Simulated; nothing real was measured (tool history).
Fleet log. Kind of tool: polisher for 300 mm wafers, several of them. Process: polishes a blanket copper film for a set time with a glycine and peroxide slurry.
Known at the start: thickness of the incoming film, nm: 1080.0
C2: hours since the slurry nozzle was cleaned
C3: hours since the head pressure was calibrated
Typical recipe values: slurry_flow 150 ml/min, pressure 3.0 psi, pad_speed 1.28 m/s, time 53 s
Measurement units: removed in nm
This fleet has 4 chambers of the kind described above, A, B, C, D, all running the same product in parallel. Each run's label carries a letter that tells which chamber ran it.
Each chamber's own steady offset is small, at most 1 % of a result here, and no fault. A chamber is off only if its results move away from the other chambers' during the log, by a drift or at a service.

{"run": "1C", "hour": 4.4, "slurry_flow": 150, "pressure": 3.0, "pad_speed": 1.28, "time": 53, "wafers polished on this pad": 192, "C2": 224.6, "C3": 218.5, "removed": 400.27}
{"run": "2B", "hour": 7.0, "slurry_flow": 150, "pressure": 3.0, "pad_speed": 1.28, "time": 53, "wafers polished on this pad": 703, "C2": 217.2, "C3": 198.6, "removed": 406.76}
{"run": "3D", "hour": 11.4, "slurry_flow": 150, "pressure": 3.0, "pad_speed": 1.28, "time": 53, "wafers polished on this pad": 668, "C2": 312.4, "C3": 157.5, "removed": 401.2}
{"hour": 13.8, "done": "chamber A: worn pad replaced by a new one"}
{"run": "4A", "hour": 14.3, "slurry_flow": 150, "pressure": 3.0, "pad_speed": 1.28, "time": 53, "wafers polished on this pad": 3, "C2": 461.5, "C3": 831.7, "removed": 398.51}
{"run": "5C", "hour": 17.6, "slurry_flow": 180, "pressure": 3.0, "pad_speed": 1.28, "time": 53, "wafers polished on this pad": 281, "C2": 237.8, "C3": 231.7, "removed": 421.57}
{"run": "6D", "hour": 20.5, "slurry_flow": 180, "pressure": 3.0, "pad_speed": 1.28, "time": 53, "wafers polished on this pad": 730, "C2": 321.5, "C3": 166.6, "removed": 419.01}
{"run": "7B", "hour": 22.7, "slurry_flow": 180, "pressure": 3.0, "pad_speed": 1.28, "time": 53, "wafers polished on this pad": 809, "C2": 232.9, "C3": 214.3, "removed": 413.34}
{"hour": 22.9, "done": "chamber C: slurry nozzle cleaned"}
{"run": "8A", "hour": 25.1, "slurry_flow": 180, "pressure": 3.0, "pad_speed": 1.28, "time": 53, "wafers polished on this pad": 76, "C2": 472.3, "C3": 842.5, "removed": 409.93}
{"run": "9B", "hour": 29.1, "slurry_flow": 150, "pressure": 3.0, "pad_speed": 1.28, "time": 53, "wafers polished on this pad": 852, "C2": 239.3, "C3": 220.7, "removed": 408.99}
{"hour": 30.8, "done": "chamber D: worn pad replaced by a new one"}
{"run": "10C", "hour": 33.1, "slurry_flow": 105, "pressure": 3.0, "pad_speed": 1.28, "time": 53, "wafers polished on this pad": 385, "C2": 10.3, "C3": 247.2, "removed": 377.51}
{"run": "11D", "hour": 35.8, "slurry_flow": 105, "pressure": 3.0, "pad_speed": 1.28, "time": 53, "wafers polished on this pad": 33, "C2": 336.8, "C3": 181.9, "removed": 368.89}
{"run": "12A", "hour": 37.9, "slurry_flow": 105, "pressure": 3.0, "pad_speed": 1.28, "time": 53, "wafers polished on this pad": 163, "C2": 485.1, "C3": 855.3, "removed": 373.98}
{"run": "13A", "hour": 41.3, "slurry_flow": 105, "pressure": 3.0, "pad_speed": 1.28, "time": 53, "wafers polished on this pad": 186, "C2": 488.5, "C3": 858.7, "removed": 373.67}
{"run": "14B", "hour": 44.6, "slurry_flow": 150, "pressure": 3.7, "pad_speed": 1.42, "time": 53, "wafers polished on this pad": 957, "C2": 254.8, "C3": 236.2, "removed": 544.25}
{"run": "15D", "hour": 47.9, "slurry_flow": 150, "pressure": 3.7, "pad_speed": 1.42, "time": 53, "wafers polished on this pad": 115, "C2": 348.9, "C3": 194.0, "removed": 528.6}
{"run": "16C", "hour": 50.6, "slurry_flow": 150, "pressure": 3.7, "pad_speed": 1.42, "time": 53, "wafers polished on this pad": 503, "C2": 27.8, "C3": 264.7, "removed": 528.92}
{"run": "17C", "hour": 53.1, "slurry_flow": 150, "pressure": 3.7, "pad_speed": 1.42, "time": 53, "wafers polished on this pad": 520, "C2": 30.3, "C3": 267.2, "removed": 532.62}
{"run": "18A", "hour": 56.2, "slurry_flow": 150, "pressure": 3.0, "pad_speed": 1.28, "time": 53, "wafers polished on this pad": 286, "C2": 503.4, "C3": 873.6, "removed": 415.28}
{"run": "19B", "hour": 58.3, "slurry_flow": 150, "pressure": 3.0, "pad_speed": 1.28, "time": 53, "wafers polished on this pad": 1049, "C2": 268.5, "C3": 249.9, "removed": 405.48}
{"run": "20D", "hour": 62.4, "slurry_flow": 175, "pressure": 3.0, "pad_speed": 1.04, "time": 53, "wafers polished on this pad": 213, "C2": 363.4, "C3": 208.5, "removed": 342.35}
{"run": "21A", "hour": 66.1, "slurry_flow": 175, "pressure": 3.0, "pad_speed": 1.04, "time": 53, "wafers polished on this pad": 353, "C2": 513.3, "C3": 883.5, "removed": 351.72}
{"run": "22D", "hour": 69.0, "slurry_flow": 175, "pressure": 3.0, "pad_speed": 1.04, "time": 53, "wafers polished on this pad": 257, "C2": 370.0, "C3": 215.1, "removed": 348.28}
{"run": "23C", "hour": 73.5, "slurry_flow": 175, "pressure": 3.0, "pad_speed": 1.04, "time": 53, "wafers polished on this pad": 658, "C2": 50.7, "C3": 287.6, "removed": 341.29}
{"run": "24B", "hour": 78.0, "slurry_flow": 150, "pressure": 3.0, "pad_speed": 1.28, "time": 53, "wafers polished on this pad": 1182, "C2": 288.2, "C3": 269.6, "removed": 434.34}
{"run": "25D", "hour": 81.7, "slurry_flow": 150, "pressure": 3.0, "pad_speed": 1.28, "time": 53, "wafers polished on this pad": 343, "C2": 382.7, "C3": 227.8, "removed": 400.85}
{"run": "26C", "hour": 85.0, "slurry_flow": 150, "pressure": 3.0, "pad_speed": 1.28, "time": 53, "wafers polished on this pad": 736, "C2": 62.2, "C3": 299.1, "removed": 413.07}
{"run": "27A", "hour": 88.0, "slurry_flow": 150, "pressure": 3.0, "pad_speed": 1.28, "time": 53, "wafers polished on this pad": 501, "C2": 535.2, "C3": 905.4, "removed": 404.35}
{"run": "28B", "hour": 91.6, "slurry_flow": 150, "pressure": 3.0, "pad_speed": 1.28, "time": 53, "wafers polished on this pad": 1274, "C2": 301.8, "C3": 283.2, "removed": 412.89}
{"run": "29A", "hour": 95.8, "slurry_flow": 150, "pressure": 3.0, "pad_speed": 1.28, "time": 53, "wafers polished on this pad": 553, "C2": 543.0, "C3": 913.2, "removed": 391.42}
{"run": "30B", "hour": 100.0, "slurry_flow": 150, "pressure": 3.0, "pad_speed": 1.28, "time": 53, "wafers polished on this pad": 1331, "C2": 310.2, "C3": 291.6, "removed": 425.71}
{"run": "31C", "hour": 103.0, "slurry_flow": 150, "pressure": 3.0, "pad_speed": 1.28, "time": 53, "wafers polished on this pad": 857, "C2": 80.2, "C3": 317.1, "removed": 405.23}
{"run": "32D", "hour": 106.0, "slurry_flow": 150, "pressure": 2.4, "pad_speed": 1.42, "time": 53, "wafers polished on this pad": 507, "C2": 407.0, "C3": 252.1, "removed": 355.45}

All chambers now run identical settings, listed one chamber a line with results as question marks. What results will each chamber show?
{"run": "33A", "hour": 109.3, "slurry_flow": 150, "pressure": 3.0, "pad_speed": 1.02, "time": 53, "removed": "?"}
{"run": "33B", "hour": 109.3, "slurry_flow": 150, "pressure": 3.0, "pad_speed": 1.02, "time": 53, "removed": "?"}
{"run": "33C", "hour": 109.3, "slurry_flow": 150, "pressure": 3.0, "pad_speed": 1.02, "time": 53, "removed": "?"}
{"run": "33D", "hour": 109.3, "slurry_flow": 150, "pressure": 3.0, "pad_speed": 1.02, "time": 53, "removed": "?"}

run=33A removed=333.16
run=33B removed=348.21
run=33C removed=327.70
run=33D removed=338.49
